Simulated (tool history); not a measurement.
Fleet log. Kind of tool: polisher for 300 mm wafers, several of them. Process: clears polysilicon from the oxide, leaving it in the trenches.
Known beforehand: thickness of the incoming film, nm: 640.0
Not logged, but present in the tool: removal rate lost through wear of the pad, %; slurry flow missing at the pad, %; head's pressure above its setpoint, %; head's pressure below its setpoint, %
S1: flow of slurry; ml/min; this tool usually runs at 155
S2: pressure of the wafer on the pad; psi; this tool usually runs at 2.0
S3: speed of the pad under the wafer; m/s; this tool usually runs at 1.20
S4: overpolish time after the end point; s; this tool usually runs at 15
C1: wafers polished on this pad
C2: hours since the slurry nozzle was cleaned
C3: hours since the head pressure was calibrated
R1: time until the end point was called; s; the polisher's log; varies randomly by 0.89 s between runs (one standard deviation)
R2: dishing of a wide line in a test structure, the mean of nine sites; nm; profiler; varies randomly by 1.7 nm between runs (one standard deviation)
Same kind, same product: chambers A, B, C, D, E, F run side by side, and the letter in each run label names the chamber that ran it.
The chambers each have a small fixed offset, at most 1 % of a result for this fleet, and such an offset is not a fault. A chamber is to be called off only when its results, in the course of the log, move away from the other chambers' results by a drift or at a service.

run,hour,S1,S2,S3,S4,C1,C2,C3,R1,R2
1E,4.8,155,2.0,1.20,15,450,462.8,764.0,48.553,72.261
# hour 7.4: chamber F: worn pad replaced by a new one
2B,12.8,155,2.0,1.20,15,519,103.5,278.7,46.445,69.198
# hour 14.9: chamber A: worn pad replaced by a new one
# hour 17.5: chamber E: worn pad replaced by a new one
3A,20.5,155,2.0,1.20,15,48,124.0,493.0,47.465,68.489
# hour 22.2: chamber C: worn pad replaced by a new one
4F,27.0,155,2.0,1.20,15,168,229.8,333.1,47.004,70.477
5D,33.6,155,2.0,1.20,15,299,244.0,964.4,47.178,71.904
6C,39.4,155,2.0,1.20,15,148,100.6,1269.7,47.102,70.682
# hour 42.3: chamber E: head pressure recalibrated
7B,45.2,155,2.0,1.20,15,797,135.9,311.1,47.961,70.025
# hour 50.9: chamber E: slurry nozzle cleaned
8E,51.6,155,2.0,1.20,15,292,0.7,9.4,47.504,70.535
9F,59.2,155,2.0,1.20,15,444,262.0,365.3,47.142,69.583
10A,65.0,155,2.0,1.20,15,430,168.5,537.5,49.761,69.966
# hour 68.8: chamber C: head pressure recalibrated
11C,68.8,155,2.0,1.20,15,400,130.0,0.1,45.479,68.645
12D,74.2,155,2.0,1.20,15,647,284.6,1005.0,47.032,70.443
# hour 77.1: chamber E: worn pad replaced by a new one
13D,81.0,155,2.0,1.20,15,705,291.4,1011.8,46.654,69.713
# hour 83.8: chamber B: worn pad replaced by a new one
# hour 84.7: chamber D: head pressure recalibrated
14C,85.5,155,2.0,1.20,15,543,146.7,16.8,45.455,67.288
# hour 90.3: chamber A: slurry nozzle cleaned
15E,93.1,155,2.0,1.20,15,137,42.2,50.9,45.022,69.268
16A,100.8,180,2.0,1.20,15,737,10.5,573.3,45.269,70.433
# hour 104.7: chamber A: worn pad replaced by a new one
17B,108.8,180,2.0,1.20,15,214,199.5,374.7,44.643,67.875
18F,112.5,180,2.0,1.20,15,901,315.3,418.6,46.567,68.279
# hour 117.4: chamber C: worn pad replaced by a new one
19B,117.9,180,2.0,1.20,15,292,208.6,383.8,45.493,69.288
# hour 119.7: chamber F: worn pad replaced by a new one
20E,121.4,180,2.0,1.20,15,380,70.5,79.2,46.184,69.635
21F,127.4,180,2.0,1.20,15,66,330.2,433.5,44.147,69.342
22C,131.7,155,2.0,1.20,15,123,192.9,63.0,45.927,68.604
# hour 136.9: chamber D: worn pad replaced by a new one
23D,137.3,155,2.0,1.20,15,3,347.7,52.7,46.567,69.590
24A,142.6,155,2.0,1.20,15,325,52.3,615.1,48.812,69.785
25E,147.8,155,2.6,1.50,15,606,96.9,105.6,28.925,76.422
# hour 151.7: chamber E: worn pad replaced by a new one
26A,154.0,155,2.6,1.50,15,423,63.7,626.5,28.595,76.378
# hour 157.4: chamber D: slurry nozzle cleaned
# hour 158.6: chamber C: slurry nozzle cleaned
27F,161.2,155,2.6,1.50,15,356,364.0,467.3,30.031,75.201
28B,168.7,155,2.6,1.50,15,728,259.4,434.6,28.623,75.252
29D,175.8,155,2.6,1.50,15,334,18.5,91.2,28.540,73.279
30C,181.0,155,2.6,1.50,15,545,22.4,112.3,27.500,74.147
31F,187.3,190,2.0,1.36,15,580,390.1,493.4,41.591,70.260
32D,193.9,190,2.0,1.36,15,489,36.6,109.3,39.000,69.736
# hour 197.9: chamber C: worn pad replaced by a new one
33B,198.3,190,2.0,1.36,15,982,289.0,464.2,39.869,75.736
34C,202.0,190,2.0,1.36,15,35,43.4,133.3,39.255,70.884
# hour 204.4: chamber A: worn pad replaced by a new one
35E,206.3,190,2.0,1.36,15,468,155.4,164.1,40.389,73.130
36A,210.8,190,2.0,1.36,15,55,120.5,683.3,38.115,73.920
37F,216.7,155,2.0,1.20,15,832,419.5,522.8,47.242,70.744
38A,221.3,155,2.0,1.20,15,145,131.0,693.8,47.092,70.655

Does one chamber stand apart from the rest, does the shared gauge drift, or is all well apart from small per-chamber offsets? Give the chamber and the most likely cause, where there is one.

All chambers stay in line apart from their small fixed offsets, and the gauge does not drift.

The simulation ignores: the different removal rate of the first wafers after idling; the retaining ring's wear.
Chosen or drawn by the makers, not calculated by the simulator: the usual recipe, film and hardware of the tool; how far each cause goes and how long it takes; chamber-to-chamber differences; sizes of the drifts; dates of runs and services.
